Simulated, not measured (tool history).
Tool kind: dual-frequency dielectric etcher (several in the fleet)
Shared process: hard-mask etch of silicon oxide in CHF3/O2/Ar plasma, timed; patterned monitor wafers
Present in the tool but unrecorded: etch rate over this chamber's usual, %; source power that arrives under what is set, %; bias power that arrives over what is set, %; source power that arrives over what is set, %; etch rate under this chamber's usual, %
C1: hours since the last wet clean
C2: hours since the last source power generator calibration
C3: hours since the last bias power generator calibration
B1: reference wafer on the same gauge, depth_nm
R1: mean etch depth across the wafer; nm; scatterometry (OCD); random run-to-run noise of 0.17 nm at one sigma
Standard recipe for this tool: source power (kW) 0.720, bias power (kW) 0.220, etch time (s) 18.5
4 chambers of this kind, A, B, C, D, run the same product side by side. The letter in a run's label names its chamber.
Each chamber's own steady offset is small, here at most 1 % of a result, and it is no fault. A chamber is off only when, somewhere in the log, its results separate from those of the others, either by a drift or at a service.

run 1D hour=10.7 | source_power_(kW)=0.720 bias_power_(kW)=0.220 etch_time_(s)=18.5 | C1=478.8 C2=488.5 C3=3810.2 | B1=36.019 | R1=42.378
run 2C hour=20.2 | source_power_(kW)=0.720 bias_power_(kW)=0.220 etch_time_(s)=18.5 | C1=384.3 C2=4751.0 C3=3256.4 | B1=36.000 | R1=42.307
-- hour=26.2 chamber D: wet clean of the chamber
run 3B hour=29.5 | source_power_(kW)=0.720 bias_power_(kW)=0.220 etch_time_(s)=18.5 | C1=239.5 C2=3035.1 C3=3989.0 | B1=35.996 | R1=41.690
run 4A hour=36.5 | source_power_(kW)=0.720 bias_power_(kW)=0.220 etch_time_(s)=18.5 | C1=146.6 C2=443.9 C3=2310.3 | B1=36.015 | R1=42.033
run 5D hour=43.0 | source_power_(kW)=0.550 bias_power_(kW)=0.220 etch_time_(s)=18.5 | C1=16.9 C2=520.8 C3=3842.5 | B1=35.987 | R1=38.388
run 6C hour=52.0 | source_power_(kW)=0.550 bias_power_(kW)=0.220 etch_time_(s)=18.5 | C1=416.1 C2=4782.8 C3=3288.2 | B1=36.009 | R1=38.127
run 7B hour=59.8 | source_power_(kW)=0.550 bias_power_(kW)=0.220 etch_time_(s)=18.5 | C1=269.8 C2=3065.4 C3=4019.3 | B1=35.996 | R1=37.607
run 8A hour=66.5 | source_power_(kW)=0.550 bias_power_(kW)=0.220 etch_time_(s)=18.5 | C1=176.6 C2=473.9 C3=2340.3 | B1=35.999 | R1=37.721
run 9B hour=74.2 | source_power_(kW)=0.720 bias_power_(kW)=0.220 etch_time_(s)=18.5 | C1=284.2 C2=3079.8 C3=4033.7 | B1=35.994 | R1=41.753
run 10C hour=79.8 | source_power_(kW)=0.720 bias_power_(kW)=0.220 etch_time_(s)=18.5 | C1=443.9 C2=4810.6 C3=3316.0 | B1=36.009 | R1=42.315
run 11D hour=90.8 | source_power_(kW)=0.720 bias_power_(kW)=0.220 etch_time_(s)=18.5 | C1=64.7 C2=568.6 C3=3890.3 | B1=35.983 | R1=42.032
run 12A hour=101.1 | source_power_(kW)=0.720 bias_power_(kW)=0.220 etch_time_(s)=18.5 | C1=211.2 C2=508.5 C3=2374.9 | B1=35.980 | R1=41.846
-- hour=106.7 chamber C: wet clean of the chamber
run 13C hour=108.9 | source_power_(kW)=0.720 bias_power_(kW)=0.220 etch_time_(s)=18.5 | C1=2.3 C2=4839.7 C3=3345.1 | B1=36.000 | R1=40.431
run 14D hour=119.3 | source_power_(kW)=0.720 bias_power_(kW)=0.220 etch_time_(s)=18.5 | C1=93.2 C2=597.1 C3=3918.8 | B1=35.974 | R1=41.958
run 15A hour=130.1 | source_power_(kW)=0.720 bias_power_(kW)=0.220 etch_time_(s)=18.5 | C1=240.2 C2=537.5 C3=2403.9 | B1=36.019 | R1=41.828
run 16B hour=141.7 | source_power_(kW)=0.720 bias_power_(kW)=0.220 etch_time_(s)=18.5 | C1=351.7 C2=3147.3 C3=4101.2 | B1=35.999 | R1=41.712
run 17D hour=147.6 | source_power_(kW)=0.720 bias_power_(kW)=0.220 etch_time_(s)=18.5 | C1=121.5 C2=625.4 C3=3947.1 | B1=35.995 | R1=42.561
run 18A hour=156.9 | source_power_(kW)=0.720 bias_power_(kW)=0.220 etch_time_(s)=18.5 | C1=267.0 C2=564.3 C3=2430.7 | B1=35.996 | R1=41.865
run 19B hour=163.7 | source_power_(kW)=0.720 bias_power_(kW)=0.220 etch_time_(s)=18.5 | C1=373.7 C2=3169.3 C3=4123.2 | B1=35.981 | R1=41.742
run 20C hour=174.9 | source_power_(kW)=0.720 bias_power_(kW)=0.220 etch_time_(s)=18.5 | C1=68.3 C2=4905.7 C3=3411.1 | B1=36.009 | R1=40.468
run 21D hour=180.4 | source_power_(kW)=0.720 bias_power_(kW)=0.220 etch_time_(s)=18.5 | C1=154.3 C2=658.2 C3=3979.9 | B1=36.034 | R1=42.194
-- hour=183.9 chamber C: bias power generator calibrated
run 22A hour=187.9 | source_power_(kW)=0.800 bias_power_(kW)=0.242 etch_time_(s)=18.5 | C1=298.0 C2=595.3 C3=2461.7 | B1=35.977 | R1=45.020
run 23B hour=198.0 | source_power_(kW)=0.800 bias_power_(kW)=0.242 etch_time_(s)=18.5 | C1=408.0 C2=3203.6 C3=4157.5 | B1=35.997 | R1=44.660
run 24C hour=208.6 | source_power_(kW)=0.800 bias_power_(kW)=0.242 etch_time_(s)=18.5 | C1=102.0 C2=4939.4 C3=24.7 | B1=36.016 | R1=43.628
run 25A hour=214.4 | source_power_(kW)=0.800 bias_power_(kW)=0.242 etch_time_(s)=18.5 | C1=324.5 C2=621.8 C3=2488.2 | B1=36.001 | R1=44.974
run 26D hour=224.7 | source_power_(kW)=0.890 bias_power_(kW)=0.220 etch_time_(s)=18.5 | C1=198.6 C2=702.5 C3=4024.2 | B1=36.008 | R1=45.826
run 27B hour=235.9 | source_power_(kW)=0.890 bias_power_(kW)=0.220 etch_time_(s)=18.5 | C1=445.9 C2=3241.5 C3=4195.4 | B1=35.976 | R1=45.543
run 28C hour=242.3 | source_power_(kW)=0.890 bias_power_(kW)=0.220 etch_time_(s)=18.5 | C1=135.7 C2=4973.1 C3=58.4 | B1=36.029 | R1=44.320
run 29C hour=247.6 | source_power_(kW)=0.890 bias_power_(kW)=0.220 etch_time_(s)=18.5 | C1=141.0 C2=4978.4 C3=63.7 | B1=36.033 | R1=44.014
run 30D hour=257.2 | source_power_(kW)=0.660 bias_power_(kW)=0.220 etch_time_(s)=18.5 | C1=231.1 C2=735.0 C3=4056.7 | B1=35.987 | R1=41.000

Does one chamber stand apart from the rest, does the shared gauge drift, or is all well apart from small per-chamber offsets? Give the chamber and the most likely cause, where there is one.

The work done on chamber C during a service left it standing apart from the others.
What lies behind it: etch rate under this chamber's usual, % = 4.1.

Chamber C could run next with any of the 4 candidate recipes listed below; each alters the usual settings, and their results appear as question marks. Which one brings its results back in line with what the other chambers deliver on the usual settings?
Counts as in line when no further than this from what the other chambers average on the usual settings: R1 0.600 nm
run 31C-1 hour=265.5 | source_power_(kW)=0.730 bias_power_(kW)=0.222 etch_time_(s)=19.0 | R1=?
run 31C-2 hour=265.5 | source_power_(kW)=0.720 bias_power_(kW)=0.226 etch_time_(s)=18.5 | R1=?
run 31C-3 hour=265.5 | source_power_(kW)=0.710 bias_power_(kW)=0.217 etch_time_(s)=18.5 | R1=?
run 31C-4 hour=265.5 | source_power_(kW)=0.710 bias_power_(kW)=0.218 etch_time_(s)=18.0 | R1=?

Average result of the remaining chambers running the usual settings: R1 41.885 nm
run=31C-1 R1=41.972
run=31C-2 R1=40.907
run=31C-3 R1=40.120
run=31C-4 R1=39.098
It is 31C-1 that realigns the chamber with its peers.
